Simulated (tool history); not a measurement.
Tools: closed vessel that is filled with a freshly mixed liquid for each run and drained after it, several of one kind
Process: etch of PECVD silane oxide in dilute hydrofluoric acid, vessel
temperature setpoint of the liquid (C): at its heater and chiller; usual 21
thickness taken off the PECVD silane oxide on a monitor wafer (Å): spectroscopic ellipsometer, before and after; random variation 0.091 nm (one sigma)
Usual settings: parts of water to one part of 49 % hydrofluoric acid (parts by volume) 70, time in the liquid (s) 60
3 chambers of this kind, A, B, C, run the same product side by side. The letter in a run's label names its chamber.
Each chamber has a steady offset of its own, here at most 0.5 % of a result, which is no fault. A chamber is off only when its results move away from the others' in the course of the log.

run	day	temperature setpoint of the liquid (C)	parts of water to one part of 49 % hydrofluoric acid (parts by volume)	time in the liquid (s)	read-back film thickness of the PECVD silane oxide reference wafer, read on the same gauge (nm)	thickness taken off the PECVD silane oxide on a monitor wafer (Å)
1A	0.212	21	70	60	130.02	118.56
2B	0.338	21	70	60	129.99	117.53
3C	0.579	21	70	60	129.98	117.93
4C	0.796	21	70	60	129.98	117.63
5B	0.95	21	70	60	129.97	118.74
6A	1.071	21	70	60	129.97	118.04
7C	1.242	21	70	60	129.99	116.95
8B	1.367	21	70	60	130.01	118.32
9A	1.604	21	70	60	129.99	119.5
10C	1.804	21	70	60	130	119
11A	1.958	21	70	60	129.99	118.49
12B	2.175	21	70	60	129.98	118.45
13C	2.408	21	70	30	130.02	59.887
14B	2.562	21	70	30	130.03	59.043
15A	2.767	21	70	30	130.03	59.06
16B	2.917	21	70	60	130.04	118.74
17A	3.038	21	70	60	129.97	117.88
18C	3.167	21	70	60	129.99	119.17
19A	3.304	17	35	60	130.03	204.96
20C	3.483	17	35	60	130.03	203
21B	3.704	17	35	60	129.98	204.04
22C	3.867	21	70	60	130.03	117.39

What goes on in this fleet: one chamber off, a drifting gauge, or nothing beyond the chambers' own small offsets? Name the chamber and the cause, if any.

No chamber stands off beyond its own small offset, and the gauge holds steady.

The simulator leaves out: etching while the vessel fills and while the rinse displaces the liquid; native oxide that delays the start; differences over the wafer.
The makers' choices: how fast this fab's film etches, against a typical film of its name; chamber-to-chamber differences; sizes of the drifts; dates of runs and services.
